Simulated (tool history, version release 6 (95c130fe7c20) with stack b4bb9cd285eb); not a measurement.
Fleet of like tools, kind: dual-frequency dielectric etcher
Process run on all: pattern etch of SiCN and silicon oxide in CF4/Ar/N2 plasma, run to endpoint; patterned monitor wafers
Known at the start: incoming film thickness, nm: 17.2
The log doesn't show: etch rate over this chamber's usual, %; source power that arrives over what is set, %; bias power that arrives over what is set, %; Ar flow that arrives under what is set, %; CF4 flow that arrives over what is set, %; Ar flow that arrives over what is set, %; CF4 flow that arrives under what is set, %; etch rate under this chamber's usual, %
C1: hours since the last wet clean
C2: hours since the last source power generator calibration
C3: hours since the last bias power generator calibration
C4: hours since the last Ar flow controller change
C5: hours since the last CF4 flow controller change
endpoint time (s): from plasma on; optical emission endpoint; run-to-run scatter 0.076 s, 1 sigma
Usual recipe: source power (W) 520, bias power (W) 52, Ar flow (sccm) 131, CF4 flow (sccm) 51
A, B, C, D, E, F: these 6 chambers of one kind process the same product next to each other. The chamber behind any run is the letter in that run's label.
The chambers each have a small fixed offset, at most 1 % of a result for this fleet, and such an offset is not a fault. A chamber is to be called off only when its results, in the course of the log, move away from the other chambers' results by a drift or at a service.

{"run": "1F", "day": 0.25, "source power (W)": 520, "bias power (W)": 52, "Ar flow (sccm)": 131, "CF4 flow (sccm)": 51, "C1": 57.3, "C2": 108.2, "C3": 2775, "C4": 747.4, "C5": 2334.1, "endpoint time (s)": 21.498}
{"run": "2C", "day": 0.446, "source power (W)": 520, "bias power (W)": 52, "Ar flow (sccm)": 131, "CF4 flow (sccm)": 51, "C1": 280.4, "C2": 1172.5, "C3": 2890.9, "C4": 1831.6, "C5": 209.4, "endpoint time (s)": 21.764}
{"run": "3B", "day": 0.754, "source power (W)": 520, "bias power (W)": 52, "Ar flow (sccm)": 131, "CF4 flow (sccm)": 51, "C1": 272.5, "C2": 3359.3, "C3": 2892.4, "C4": 1325.6, "C5": 897.1, "endpoint time (s)": 21.885}
{"run": "4D", "day": 1.058, "source power (W)": 520, "bias power (W)": 52, "Ar flow (sccm)": 131, "CF4 flow (sccm)": 51, "C1": 427.5, "C2": 1372.7, "C3": 956.8, "C4": 1700.6, "C5": 3236.6, "endpoint time (s)": 21.718}
{"run": "5A", "day": 1.35, "source power (W)": 520, "bias power (W)": 52, "Ar flow (sccm)": 131, "CF4 flow (sccm)": 51, "C1": 127.2, "C2": 1401.7, "C3": 593, "C4": 496.5, "C5": 1512.6, "endpoint time (s)": 21.677}
{"run": "6E", "day": 1.55, "source power (W)": 520, "bias power (W)": 52, "Ar flow (sccm)": 131, "CF4 flow (sccm)": 51, "C1": 252.1, "C2": 3342.7, "C3": 1038.9, "C4": 1743.2, "C5": 2365.9, "endpoint time (s)": 21.886}
{"run": "7C", "day": 1.812, "source power (W)": 520, "bias power (W)": 52, "Ar flow (sccm)": 131, "CF4 flow (sccm)": 51, "C1": 313.2, "C2": 1205.3, "C3": 2923.7, "C4": 1864.4, "C5": 242.2, "endpoint time (s)": 21.582}
{"day": 1.9, "done": "chamber D: CF4 flow controller replaced"}
{"run": "8A", "day": 2.096, "source power (W)": 520, "bias power (W)": 52, "Ar flow (sccm)": 131, "CF4 flow (sccm)": 51, "C1": 145.1, "C2": 1419.6, "C3": 610.9, "C4": 514.4, "C5": 1530.5, "endpoint time (s)": 21.474}
{"run": "9D", "day": 2.4, "source power (W)": 520, "bias power (W)": 52, "Ar flow (sccm)": 131, "CF4 flow (sccm)": 51, "C1": 459.7, "C2": 1404.9, "C3": 989, "C4": 1732.8, "C5": 12, "endpoint time (s)": 21.564}
{"run": "10F", "day": 2.692, "source power (W)": 520, "bias power (W)": 52, "Ar flow (sccm)": 131, "CF4 flow (sccm)": 51, "C1": 115.9, "C2": 166.8, "C3": 2833.6, "C4": 806, "C5": 2392.7, "endpoint time (s)": 21.48}
{"run": "11B", "day": 2.967, "source power (W)": 520, "bias power (W)": 52, "Ar flow (sccm)": 131, "CF4 flow (sccm)": 51, "C1": 325.6, "C2": 3412.4, "C3": 2945.5, "C4": 1378.7, "C5": 950.2, "endpoint time (s)": 21.934}
{"run": "12E", "day": 3.262, "source power (W)": 520, "bias power (W)": 52, "Ar flow (sccm)": 131, "CF4 flow (sccm)": 51, "C1": 293.2, "C2": 3383.8, "C3": 1080, "C4": 1784.3, "C5": 2407, "endpoint time (s)": 21.858}
{"run": "13C", "day": 3.579, "source power (W)": 590, "bias power (W)": 48, "Ar flow (sccm)": 131, "CF4 flow (sccm)": 51, "C1": 355.6, "C2": 1247.7, "C3": 2966.1, "C4": 1906.8, "C5": 284.6, "endpoint time (s)": 20.04}
{"run": "14F", "day": 3.842, "source power (W)": 590, "bias power (W)": 48, "Ar flow (sccm)": 131, "CF4 flow (sccm)": 51, "C1": 143.5, "C2": 194.4, "C3": 2861.2, "C4": 833.6, "C5": 2420.3, "endpoint time (s)": 19.666}
{"run": "15B", "day": 4.029, "source power (W)": 590, "bias power (W)": 48, "Ar flow (sccm)": 131, "CF4 flow (sccm)": 51, "C1": 351.1, "C2": 3437.9, "C3": 2971, "C4": 1404.2, "C5": 975.7, "endpoint time (s)": 20.011}
{"run": "16A", "day": 4.35, "source power (W)": 590, "bias power (W)": 48, "Ar flow (sccm)": 131, "CF4 flow (sccm)": 51, "C1": 199.2, "C2": 1473.7, "C3": 665, "C4": 568.5, "C5": 1584.6, "endpoint time (s)": 19.626}
{"run": "17E", "day": 4.508, "source power (W)": 590, "bias power (W)": 48, "Ar flow (sccm)": 131, "CF4 flow (sccm)": 51, "C1": 323.1, "C2": 3413.7, "C3": 1109.9, "C4": 1814.2, "C5": 2436.9, "endpoint time (s)": 19.885}
{"run": "18D", "day": 4.771, "source power (W)": 590, "bias power (W)": 48, "Ar flow (sccm)": 131, "CF4 flow (sccm)": 51, "C1": 516.6, "C2": 1461.8, "C3": 1045.9, "C4": 1789.7, "C5": 68.9, "endpoint time (s)": 19.787}
{"day": 4.817, "done": "chamber C: wet clean of the chamber"}
{"run": "19E", "day": 4.929, "source power (W)": 520, "bias power (W)": 61, "Ar flow (sccm)": 131, "CF4 flow (sccm)": 51, "C1": 333.2, "C2": 3423.8, "C3": 1120, "C4": 1824.3, "C5": 2447, "endpoint time (s)": 20.618}
{"run": "20F", "day": 5.117, "source power (W)": 520, "bias power (W)": 61, "Ar flow (sccm)": 131, "CF4 flow (sccm)": 51, "C1": 174.1, "C2": 225, "C3": 2891.8, "C4": 864.2, "C5": 2450.9, "endpoint time (s)": 20.264}
{"run": "21C", "day": 5.325, "source power (W)": 520, "bias power (W)": 61, "Ar flow (sccm)": 131, "CF4 flow (sccm)": 51, "C1": 12.3, "C2": 1289.6, "C3": 3008, "C4": 1948.7, "C5": 326.5, "endpoint time (s)": 20.543}
{"day": 5.504, "done": "chamber C: Ar flow controller replaced"}
{"run": "22A", "day": 5.567, "source power (W)": 520, "bias power (W)": 61, "Ar flow (sccm)": 131, "CF4 flow (sccm)": 51, "C1": 228.4, "C2": 1502.9, "C3": 694.2, "C4": 597.7, "C5": 1613.8, "endpoint time (s)": 20.287}
{"run": "23B", "day": 5.712, "source power (W)": 520, "bias power (W)": 61, "Ar flow (sccm)": 131, "CF4 flow (sccm)": 51, "C1": 391.5, "C2": 3478.3, "C3": 3011.4, "C4": 1444.6, "C5": 1016.1, "endpoint time (s)": 20.644}
{"run": "24D", "day": 5.988, "source power (W)": 520, "bias power (W)": 61, "Ar flow (sccm)": 131, "CF4 flow (sccm)": 51, "C1": 545.8, "C2": 1491, "C3": 1075.1, "C4": 1818.9, "C5": 98.1, "endpoint time (s)": 20.555}
{"run": "25A", "day": 6.146, "source power (W)": 520, "bias power (W)": 52, "Ar flow (sccm)": 131, "CF4 flow (sccm)": 51, "C1": 242.3, "C2": 1516.8, "C3": 708.1, "C4": 611.6, "C5": 1627.7, "endpoint time (s)": 21.503}
{"day": 6.321, "done": "chamber E: wet clean of the chamber"}
{"run": "26E", "day": 6.388, "source power (W)": 520, "bias power (W)": 52, "Ar flow (sccm)": 131, "CF4 flow (sccm)": 51, "C1": 1.6, "C2": 3458.8, "C3": 1155, "C4": 1859.3, "C5": 2482, "endpoint time (s)": 21.852}
{"run": "27F", "day": 6.692, "source power (W)": 520, "bias power (W)": 52, "Ar flow (sccm)": 131, "CF4 flow (sccm)": 51, "C1": 211.9, "C2": 262.8, "C3": 2929.6, "C4": 902, "C5": 2488.7, "endpoint time (s)": 21.434}
{"run": "28B", "day": 6.996, "source power (W)": 520, "bias power (W)": 58, "Ar flow (sccm)": 103, "CF4 flow (sccm)": 51, "C1": 422.3, "C2": 3509.1, "C3": 3042.2, "C4": 1475.4, "C5": 1046.9, "endpoint time (s)": 20.089}
{"run": "29D", "day": 7.208, "source power (W)": 520, "bias power (W)": 58, "Ar flow (sccm)": 103, "CF4 flow (sccm)": 51, "C1": 575.1, "C2": 1520.3, "C3": 1104.4, "C4": 1848.2, "C5": 127.4, "endpoint time (s)": 19.929}
{"run": "30C", "day": 7.433, "source power (W)": 520, "bias power (W)": 58, "Ar flow (sccm)": 103, "CF4 flow (sccm)": 51, "C1": 62.9, "C2": 1340.2, "C3": 3058.6, "C4": 46.3, "C5": 377.1, "endpoint time (s)": 19.876}
{"day": 7.638, "done": "chamber D: wet clean of the chamber"}
{"run": "31B", "day": 7.642, "source power (W)": 520, "bias power (W)": 58, "Ar flow (sccm)": 103, "CF4 flow (sccm)": 51, "C1": 437.8, "C2": 3524.6, "C3": 3057.7, "C4": 1490.9, "C5": 1062.4, "endpoint time (s)": 20.239}
{"run": "32C", "day": 7.925, "source power (W)": 520, "bias power (W)": 58, "Ar flow (sccm)": 103, "CF4 flow (sccm)": 51, "C1": 74.7, "C2": 1352, "C3": 3070.4, "C4": 58.1, "C5": 388.9, "endpoint time (s)": 20.002}
{"run": "33E", "day": 8.175, "source power (W)": 520, "bias power (W)": 58, "Ar flow (sccm)": 103, "CF4 flow (sccm)": 51, "C1": 44.5, "C2": 3501.7, "C3": 1197.9, "C4": 1902.2, "C5": 2524.9, "endpoint time (s)": 20.1}
{"run": "34D", "day": 8.388, "source power (W)": 410, "bias power (W)": 52, "Ar flow (sccm)": 131, "CF4 flow (sccm)": 62, "C1": 18.1, "C2": 1548.6, "C3": 1132.7, "C4": 1876.5, "C5": 155.7, "endpoint time (s)": 25.526}
{"run": "35F", "day": 8.625, "source power (W)": 410, "bias power (W)": 52, "Ar flow (sccm)": 131, "CF4 flow (sccm)": 62, "C1": 258.3, "C2": 309.2, "C3": 2976, "C4": 948.4, "C5": 2535.1, "endpoint time (s)": 25.825}
{"run": "36A", "day": 8.788, "source power (W)": 410, "bias power (W)": 52, "Ar flow (sccm)": 131, "CF4 flow (sccm)": 62, "C1": 305.7, "C2": 1580.2, "C3": 771.5, "C4": 675, "C5": 1691.1, "endpoint time (s)": 25.631}
{"run": "37E", "day": 9.067, "source power (W)": 410, "bias power (W)": 52, "Ar flow (sccm)": 131, "CF4 flow (sccm)": 62, "C1": 65.9, "C2": 3523.1, "C3": 1219.3, "C4": 1923.6, "C5": 2546.3, "endpoint time (s)": 25.934}
{"run": "38F", "day": 9.354, "source power (W)": 410, "bias power (W)": 52, "Ar flow (sccm)": 131, "CF4 flow (sccm)": 62, "C1": 275.8, "C2": 326.7, "C3": 2993.5, "C4": 965.9, "C5": 2552.6, "endpoint time (s)": 25.572}
{"run": "39A", "day": 9.683, "source power (W)": 410, "bias power (W)": 52, "Ar flow (sccm)": 131, "CF4 flow (sccm)": 62, "C1": 327.2, "C2": 1601.7, "C3": 793, "C4": 696.5, "C5": 1712.6, "endpoint time (s)": 25.902}

Predict what each chamber gives when all 6 of them run the settings below next.
{"run": "40A", "day": 9.921, "source power (W)": 520, "bias power (W)": 52, "Ar flow (sccm)": 131, "CF4 flow (sccm)": 51, "endpoint time (s)": "?"}
{"run": "40B", "day": 9.921, "source power (W)": 520, "bias power (W)": 52, "Ar flow (sccm)": 131, "CF4 flow (sccm)": 51, "endpoint time (s)": "?"}
{"run": "40C", "day": 9.921, "source power (W)": 520, "bias power (W)": 52, "Ar flow (sccm)": 131, "CF4 flow (sccm)": 51, "endpoint time (s)": "?"}
{"run": "40D", "day": 9.921, "source power (W)": 520, "bias power (W)": 52, "Ar flow (sccm)": 131, "CF4 flow (sccm)": 51, "endpoint time (s)": "?"}
{"run": "40E", "day": 9.921, "source power (W)": 520, "bias power (W)": 52, "Ar flow (sccm)": 131, "CF4 flow (sccm)": 51, "endpoint time (s)": "?"}
{"run": "40F", "day": 9.921, "source power (W)": 520, "bias power (W)": 52, "Ar flow (sccm)": 131, "CF4 flow (sccm)": 51, "endpoint time (s)": "?"}

run=40A endpoint_time_(s)=21.57
run=40B endpoint_time_(s)=21.689
run=40C endpoint_time_(s)=21.706
run=40D endpoint_time_(s)=21.559
run=40E endpoint_time_(s)=21.82
run=40F endpoint_time_(s)=21.47
